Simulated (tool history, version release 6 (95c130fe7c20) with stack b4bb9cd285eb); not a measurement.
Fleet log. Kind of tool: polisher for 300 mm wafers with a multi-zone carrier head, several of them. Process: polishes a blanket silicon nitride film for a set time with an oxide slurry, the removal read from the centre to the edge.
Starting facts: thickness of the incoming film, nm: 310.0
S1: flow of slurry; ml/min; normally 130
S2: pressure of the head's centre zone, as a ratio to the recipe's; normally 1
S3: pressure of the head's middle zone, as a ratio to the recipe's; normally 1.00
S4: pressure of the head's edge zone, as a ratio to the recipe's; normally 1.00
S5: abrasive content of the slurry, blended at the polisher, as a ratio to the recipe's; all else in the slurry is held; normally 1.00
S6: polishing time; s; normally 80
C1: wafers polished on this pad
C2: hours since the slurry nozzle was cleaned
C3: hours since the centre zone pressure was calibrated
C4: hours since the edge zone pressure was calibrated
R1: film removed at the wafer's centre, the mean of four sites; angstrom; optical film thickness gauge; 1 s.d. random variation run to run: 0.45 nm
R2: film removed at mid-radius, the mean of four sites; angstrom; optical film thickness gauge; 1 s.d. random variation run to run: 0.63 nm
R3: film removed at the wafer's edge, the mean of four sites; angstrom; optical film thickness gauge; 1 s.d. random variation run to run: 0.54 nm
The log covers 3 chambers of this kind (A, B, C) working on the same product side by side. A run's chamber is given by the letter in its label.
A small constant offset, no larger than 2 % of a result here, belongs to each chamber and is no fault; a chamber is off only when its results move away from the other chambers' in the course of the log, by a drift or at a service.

{"run": "1C", "hour": 8.6, "S1": 130, "S2": 1, "S3": 1.0, "S4": 1.0, "S5": 1.0, "S6": 80, "C1": 638, "C2": 74.0, "C3": 783.1, "C4": 390.3, "R1": 511.88, "R2": 520.97, "R3": 521.86}
{"run": "2B", "hour": 18.2, "S1": 130, "S2": 1, "S3": 1.0, "S4": 1.0, "S5": 1.0, "S6": 80, "C1": 760, "C2": 463.1, "C3": 442.3, "C4": 316.8, "R1": 521.98, "R2": 520.41, "R3": 515.11}
{"hour": 20.1, "done": "chamber A: centre zone pressure recalibrated"}
{"run": "3A", "hour": 25.7, "S1": 130, "S2": 1, "S3": 1.0, "S4": 1.0, "S5": 1.0, "S6": 80, "C1": 709, "C2": 267.7, "C3": 5.7, "C4": 34.3, "R1": 520.9, "R2": 520.07, "R3": 528.27}
{"hour": 26.2, "done": "chamber B: worn pad replaced by a new one"}
{"run": "4C", "hour": 35.5, "S1": 130, "S2": 1, "S3": 1.0, "S4": 1.0, "S5": 1.0, "S6": 80, "C1": 774, "C2": 100.9, "C3": 810.0, "C4": 417.2, "R1": 517.76, "R2": 525.79, "R3": 524.36}
{"run": "5A", "hour": 45.4, "S1": 130, "S2": 1, "S3": 1.0, "S4": 1.0, "S5": 1.0, "S6": 80, "C1": 809, "C2": 287.4, "C3": 25.4, "C4": 54.0, "R1": 520.07, "R2": 521.53, "R3": 521.18}
{"run": "6B", "hour": 50.4, "S1": 130, "S2": 1, "S3": 1.0, "S4": 1.0, "S5": 1.0, "S6": 80, "C1": 122, "C2": 495.3, "C3": 474.5, "C4": 349.0, "R1": 524.49, "R2": 513.24, "R3": 520.91}
{"run": "7A", "hour": 57.8, "S1": 130, "S2": 1, "S3": 1.0, "S4": 1.0, "S5": 1.0, "S6": 80, "C1": 871, "C2": 299.8, "C3": 37.8, "C4": 66.4, "R1": 531.18, "R2": 523.75, "R3": 524.84}
{"run": "8B", "hour": 63.5, "S1": 130, "S2": 1, "S3": 1.0, "S4": 1.0, "S5": 1.0, "S6": 80, "C1": 188, "C2": 508.4, "C3": 487.6, "C4": 362.1, "R1": 531.25, "R2": 517.46, "R3": 509.45}
{"run": "9C", "hour": 70.4, "S1": 130, "S2": 1, "S3": 1.0, "S4": 1.0, "S5": 1.0, "S6": 80, "C1": 950, "C2": 135.8, "C3": 844.9, "C4": 452.1, "R1": 519.6, "R2": 525.32, "R3": 529.68}
{"run": "10C", "hour": 79.7, "S1": 130, "S2": 1, "S3": 1.0, "S4": 1.0, "S5": 1.0, "S6": 80, "C1": 997, "C2": 145.1, "C3": 854.2, "C4": 461.4, "R1": 517.99, "R2": 532.69, "R3": 522.28}
{"run": "11B", "hour": 89.2, "S1": 130, "S2": 1, "S3": 1.0, "S4": 1.0, "S5": 1.0, "S6": 80, "C1": 318, "C2": 534.1, "C3": 513.3, "C4": 387.8, "R1": 530.6, "R2": 509.93, "R3": 510.28}
{"run": "12A", "hour": 96.7, "S1": 130, "S2": 1, "S3": 1.0, "S4": 1.0, "S5": 1.0, "S6": 80, "C1": 1068, "C2": 338.7, "C3": 76.7, "C4": 105.3, "R1": 520.93, "R2": 520.94, "R3": 526.64}
{"run": "13B", "hour": 102.0, "S1": 130, "S2": 1, "S3": 1.0, "S4": 1.0, "S5": 1.0, "S6": 80, "C1": 382, "C2": 546.9, "C3": 526.1, "C4": 400.6, "R1": 537.07, "R2": 508.66, "R3": 518.9}
{"run": "14A", "hour": 109.5, "S1": 130, "S2": 1, "S3": 1.0, "S4": 1.0, "S5": 1.0, "S6": 80, "C1": 1132, "C2": 351.5, "C3": 89.5, "C4": 118.1, "R1": 525.25, "R2": 522.42, "R3": 519.55}
{"hour": 115.1, "done": "chamber C: centre zone pressure recalibrated"}
{"run": "15C", "hour": 118.4, "S1": 130, "S2": 1, "S3": 1.0, "S4": 1.0, "S5": 1.0, "S6": 80, "C1": 1193, "C2": 183.8, "C3": 3.4, "C4": 500.1, "R1": 522.0, "R2": 524.39, "R3": 528.59}
{"run": "16C", "hour": 128.0, "S1": 130, "S2": 1, "S3": 1.0, "S4": 1.0, "S5": 1.0, "S6": 80, "C1": 1241, "C2": 193.4, "C3": 13.0, "C4": 509.7, "R1": 508.97, "R2": 518.37, "R3": 526.13}
{"run": "17B", "hour": 136.3, "S1": 130, "S2": 1, "S3": 1.0, "S4": 1.0, "S5": 1.0, "S6": 80, "C1": 555, "C2": 581.2, "C3": 560.4, "C4": 434.9, "R1": 523.56, "R2": 516.96, "R3": 509.53}
{"run": "18A", "hour": 141.3, "S1": 130, "S2": 1, "S3": 1.0, "S4": 1.0, "S5": 1.0, "S6": 80, "C1": 1293, "C2": 383.3, "C3": 121.3, "C4": 149.9, "R1": 521.42, "R2": 523.07, "R3": 518.68}
{"hour": 147.7, "done": "chamber A: worn pad replaced by a new one"}
{"run": "19B", "hour": 147.7, "S1": 130, "S2": 1, "S3": 1.0, "S4": 1.0, "S5": 1.0, "S6": 80, "C1": 613, "C2": 592.6, "C3": 571.8, "C4": 446.3, "R1": 528.78, "R2": 515.51, "R3": 529.05}
{"hour": 151.1, "done": "chamber A: slurry nozzle cleaned"}
{"hour": 151.2, "done": "chamber C: worn pad replaced by a new one"}
{"run": "20A", "hour": 156.3, "S1": 130, "S2": 1, "S3": 1.0, "S4": 1.0, "S5": 1.0, "S6": 80, "C1": 43, "C2": 5.2, "C3": 136.3, "C4": 164.9, "R1": 521.45, "R2": 527.33, "R3": 517.44}
{"hour": 160.2, "done": "chamber B: centre zone pressure recalibrated"}
{"run": "21C", "hour": 163.6, "S1": 130, "S2": 1, "S3": 1.0, "S4": 1.0, "S5": 1.0, "S6": 80, "C1": 62, "C2": 229.0, "C3": 48.6, "C4": 545.3, "R1": 522.71, "R2": 523.73, "R3": 521.83}
{"run": "22C", "hour": 170.5, "S1": 130, "S2": 1, "S3": 1.0, "S4": 1.0, "S5": 1.3, "S6": 80, "C1": 97, "C2": 235.9, "C3": 55.5, "C4": 552.2, "R1": 583.09, "R2": 588.82, "R3": 588.36}
{"run": "23A", "hour": 177.1, "S1": 130, "S2": 1, "S3": 1.0, "S4": 1.0, "S5": 1.3, "S6": 80, "C1": 148, "C2": 26.0, "C3": 157.1, "C4": 185.7, "R1": 588.24, "R2": 594.25, "R3": 580.53}
{"run": "24B", "hour": 184.0, "S1": 130, "S2": 1, "S3": 1.0, "S4": 1.0, "S5": 1.3, "S6": 80, "C1": 796, "C2": 628.9, "C3": 23.9, "C4": 482.6, "R1": 595.01, "R2": 570.06, "R3": 577.99}
{"hour": 184.4, "done": "chamber B: slurry nozzle cleaned"}
{"hour": 185.6, "done": "chamber B: worn pad replaced by a new one"}
{"run": "25C", "hour": 190.4, "S1": 130, "S2": 1, "S3": 1.0, "S4": 1.0, "S5": 1.0, "S6": 80, "C1": 198, "C2": 255.8, "C3": 75.4, "C4": 572.1, "R1": 513.81, "R2": 522.13, "R3": 534.5}
{"run": "26B", "hour": 197.1, "S1": 130, "S2": 1, "S3": 1.0, "S4": 1.0, "S5": 1.0, "S6": 80, "C1": 58, "C2": 12.7, "C3": 37.0, "C4": 495.7, "R1": 531.73, "R2": 520.25, "R3": 520.28}
{"run": "27A", "hour": 207.4, "S1": 130, "S2": 1, "S3": 1.07, "S4": 1.0, "S5": 1.25, "S6": 80, "C1": 301, "C2": 56.3, "C3": 187.4, "C4": 216.0, "R1": 571.73, "R2": 604.76, "R3": 565.21}
{"run": "28B", "hour": 214.4, "S1": 130, "S2": 1, "S3": 1.07, "S4": 1.0, "S5": 1.25, "S6": 80, "C1": 145, "C2": 30.0, "C3": 54.3, "C4": 513.0, "R1": 584.17, "R2": 609.39, "R3": 574.49}
{"run": "29A", "hour": 223.5, "S1": 130, "S2": 1, "S3": 1.07, "S4": 1.0, "S5": 1.25, "S6": 80, "C1": 382, "C2": 72.4, "C3": 203.5, "C4": 232.1, "R1": 576.76, "R2": 615.94, "R3": 573.41}
{"run": "30C", "hour": 233.0, "S1": 130, "S2": 1, "S3": 1.0, "S4": 1.0, "S5": 1.0, "S6": 80, "C1": 413, "C2": 298.4, "C3": 118.0, "C4": 614.7, "R1": 514.26, "R2": 531.15, "R3": 531.74}
{"run": "31C", "hour": 240.6, "S1": 130, "S2": 1, "S3": 1.0, "S4": 1.0, "S5": 1.0, "S6": 80, "C1": 451, "C2": 306.0, "C3": 125.6, "C4": 622.3, "R1": 514.27, "R2": 515.38, "R3": 526.04}
{"run": "32B", "hour": 247.8, "S1": 130, "S2": 1, "S3": 1.0, "S4": 0.89, "S5": 1.0, "S6": 90, "C1": 313, "C2": 63.4, "C3": 87.7, "C4": 546.4, "R1": 594.75, "R2": 600.18, "R3": 564.42}
{"hour": 256.3, "done": "chamber C: edge zone pressure recalibrated"}
{"run": "33A", "hour": 256.7, "S1": 130, "S2": 1, "S3": 1.0, "S4": 0.89, "S5": 1.0, "S6": 90, "C1": 550, "C2": 105.6, "C3": 236.7, "C4": 265.3, "R1": 580.36, "R2": 575.29, "R3": 559.54}
{"run": "34A", "hour": 263.5, "S1": 130, "S2": 1, "S3": 1.0, "S4": 0.89, "S5": 1.0, "S6": 90, "C1": 584, "C2": 112.4, "C3": 243.5, "C4": 272.1, "R1": 596.24, "R2": 588.13, "R3": 553.69}
{"run": "35B", "hour": 274.4, "S1": 130, "S2": 1, "S3": 1.0, "S4": 1.0, "S5": 1.0, "S6": 80, "C1": 448, "C2": 90.0, "C3": 114.3, "C4": 573.0, "R1": 526.18, "R2": 526.18, "R3": 520.8}
{"run": "36C", "hour": 282.9, "S1": 130, "S2": 1, "S3": 1.0, "S4": 1.0, "S5": 1.0, "S6": 80, "C1": 665, "C2": 348.3, "C3": 167.9, "C4": 26.6, "R1": 516.51, "R2": 520.84, "R3": 527.78}
{"run": "37A", "hour": 293.4, "S1": 130, "S2": 1, "S3": 1.0, "S4": 1.0, "S5": 1.0, "S6": 80, "C1": 735, "C2": 142.3, "C3": 273.4, "C4": 302.0, "R1": 521.89, "R2": 516.04, "R3": 521.21}
{"run": "38C", "hour": 301.0, "S1": 130, "S2": 1, "S3": 1.0, "S4": 1.0, "S5": 1.0, "S6": 80, "C1": 756, "C2": 366.4, "C3": 186.0, "C4": 44.7, "R1": 520.49, "R2": 521.57, "R3": 528.55}

Next, every chamber runs the same settings. What will each give?
{"run": "39A", "hour": 308.9, "S1": 160, "S2": 1, "S3": 1.0, "S4": 1.0, "S5": 1.0, "S6": 80, "R1": "?", "R2": "?", "R3": "?"}
{"run": "39B", "hour": 308.9, "S1": 160, "S2": 1, "S3": 1.0, "S4": 1.0, "S5": 1.0, "S6": 80, "R1": "?", "R2": "?", "R3": "?"}
{"run": "39C", "hour": 308.9, "S1": 160, "S2": 1, "S3": 1.0, "S4": 1.0, "S5": 1.0, "S6": 80, "R1": "?", "R2": "?", "R3": "?"}

run=39A R1=549.32 R2=529.66 R3=539.56
run=39B R1=554.85 R2=536.45 R3=535.46
run=39C R1=537.70 R2=533.26 R3=534.56
